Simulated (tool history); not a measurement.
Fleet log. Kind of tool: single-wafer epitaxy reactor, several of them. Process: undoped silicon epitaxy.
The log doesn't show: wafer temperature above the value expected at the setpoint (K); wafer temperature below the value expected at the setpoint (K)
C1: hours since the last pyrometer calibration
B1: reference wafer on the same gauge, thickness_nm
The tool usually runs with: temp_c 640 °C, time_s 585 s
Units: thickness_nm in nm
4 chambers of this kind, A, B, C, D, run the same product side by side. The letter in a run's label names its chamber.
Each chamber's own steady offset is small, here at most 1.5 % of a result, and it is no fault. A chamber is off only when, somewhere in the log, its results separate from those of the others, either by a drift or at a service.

{"run": "1D", "hour": 8.7, "temp_c": 640, "time_s": 585, "C1": 1775.3, "B1": 68.068, "thickness_nm": 78.058}
{"run": "2C", "hour": 17.2, "temp_c": 640, "time_s": 585, "C1": 1657.7, "B1": 68.075, "thickness_nm": 78.282}
{"run": "3A", "hour": 24.3, "temp_c": 640, "time_s": 585, "C1": 2127.5, "B1": 68.111, "thickness_nm": 78.746}
{"run": "4B", "hour": 33.3, "temp_c": 640, "time_s": 585, "C1": 425.9, "B1": 68.092, "thickness_nm": 78.778}
{"run": "5A", "hour": 38.3, "temp_c": 640, "time_s": 624, "C1": 2141.5, "B1": 68.12, "thickness_nm": 83.819}
{"run": "6D", "hour": 45.1, "temp_c": 640, "time_s": 624, "C1": 1811.7, "B1": 68.076, "thickness_nm": 83.328}
{"run": "7B", "hour": 50.3, "temp_c": 640, "time_s": 624, "C1": 442.9, "B1": 68.107, "thickness_nm": 84.067}
{"run": "8C", "hour": 54.9, "temp_c": 640, "time_s": 624, "C1": 1695.4, "B1": 68.096, "thickness_nm": 83.927}
{"run": "9A", "hour": 59.4, "temp_c": 640, "time_s": 585, "C1": 2162.6, "B1": 68.093, "thickness_nm": 78.66}
{"run": "10C", "hour": 66.8, "temp_c": 640, "time_s": 585, "C1": 1707.3, "B1": 68.076, "thickness_nm": 78.248}
{"run": "11B", "hour": 74.4, "temp_c": 640, "time_s": 585, "C1": 467.0, "B1": 68.113, "thickness_nm": 78.765}
{"run": "12D", "hour": 79.6, "temp_c": 640, "time_s": 585, "C1": 1846.2, "B1": 68.095, "thickness_nm": 78.463}
{"run": "13A", "hour": 88.3, "temp_c": 640, "time_s": 585, "C1": 2191.5, "B1": 68.139, "thickness_nm": 78.753}
{"run": "14B", "hour": 92.6, "temp_c": 640, "time_s": 585, "C1": 485.2, "B1": 68.131, "thickness_nm": 78.214}
{"run": "15D", "hour": 98.4, "temp_c": 640, "time_s": 585, "C1": 1865.0, "B1": 68.12, "thickness_nm": 77.889}
{"run": "16C", "hour": 103.5, "temp_c": 640, "time_s": 585, "C1": 1744.0, "B1": 68.087, "thickness_nm": 78.865}
{"run": "17C", "hour": 108.8, "temp_c": 640, "time_s": 585, "C1": 1749.3, "B1": 68.069, "thickness_nm": 78.627}
{"run": "18B", "hour": 115.7, "temp_c": 652, "time_s": 478, "C1": 508.3, "B1": 68.093, "thickness_nm": 83.5}
{"run": "19D", "hour": 120.2, "temp_c": 652, "time_s": 478, "C1": 1886.8, "B1": 68.115, "thickness_nm": 82.972}
{"run": "20A", "hour": 128.1, "temp_c": 652, "time_s": 478, "C1": 2231.3, "B1": 68.071, "thickness_nm": 83.517}
{"run": "21C", "hour": 136.4, "temp_c": 652, "time_s": 478, "C1": 1776.9, "B1": 68.142, "thickness_nm": 83.869}
{"run": "22B", "hour": 143.7, "temp_c": 640, "time_s": 585, "C1": 536.3, "B1": 68.118, "thickness_nm": 77.966}
{"run": "23D", "hour": 148.3, "temp_c": 640, "time_s": 585, "C1": 1914.9, "B1": 68.072, "thickness_nm": 77.728}
{"run": "24A", "hour": 155.0, "temp_c": 640, "time_s": 585, "C1": 2258.2, "B1": 68.094, "thickness_nm": 78.976}
{"run": "25C", "hour": 161.9, "temp_c": 640, "time_s": 585, "C1": 1802.4, "B1": 68.092, "thickness_nm": 78.739}
{"run": "26B", "hour": 167.0, "temp_c": 640, "time_s": 585, "C1": 559.6, "B1": 68.092, "thickness_nm": 77.547}
{"run": "27D", "hour": 174.3, "temp_c": 640, "time_s": 585, "C1": 1940.9, "B1": 68.048, "thickness_nm": 77.955}
{"run": "28A", "hour": 179.6, "temp_c": 640, "time_s": 585, "C1": 2282.8, "B1": 68.112, "thickness_nm": 78.817}
{"run": "29B", "hour": 187.0, "temp_c": 635, "time_s": 505, "C1": 579.6, "B1": 68.057, "thickness_nm": 59.605}
{"run": "30A", "hour": 194.8, "temp_c": 635, "time_s": 505, "C1": 2298.0, "B1": 68.133, "thickness_nm": 60.877}
{"run": "31D", "hour": 200.9, "temp_c": 635, "time_s": 505, "C1": 1967.5, "B1": 68.103, "thickness_nm": 60.011}
{"run": "32C", "hour": 210.5, "temp_c": 635, "time_s": 505, "C1": 1851.0, "B1": 68.101, "thickness_nm": 60.647}
{"run": "33B", "hour": 219.0, "temp_c": 640, "time_s": 585, "C1": 611.6, "B1": 68.084, "thickness_nm": 76.855}
{"run": "34A", "hour": 227.7, "temp_c": 640, "time_s": 676, "C1": 2330.9, "B1": 68.045, "thickness_nm": 91.057}
{"run": "35C", "hour": 234.2, "temp_c": 640, "time_s": 676, "C1": 1874.7, "B1": 68.096, "thickness_nm": 91.019}

Next, all 4 chambers run the settings below, one line each with question marks for the results. What does each chamber give?
{"run": "36A", "hour": 241.3, "temp_c": 640, "time_s": 585, "thickness_nm": "?"}
{"run": "36B", "hour": 241.3, "temp_c": 640, "time_s": 585, "thickness_nm": "?"}
{"run": "36C", "hour": 241.3, "temp_c": 640, "time_s": 585, "thickness_nm": "?"}
{"run": "36D", "hour": 241.3, "temp_c": 640, "time_s": 585, "thickness_nm": "?"}

run=36A thickness_nm=79.006
run=36B thickness_nm=76.976
run=36C thickness_nm=78.542
run=36D thickness_nm=77.993
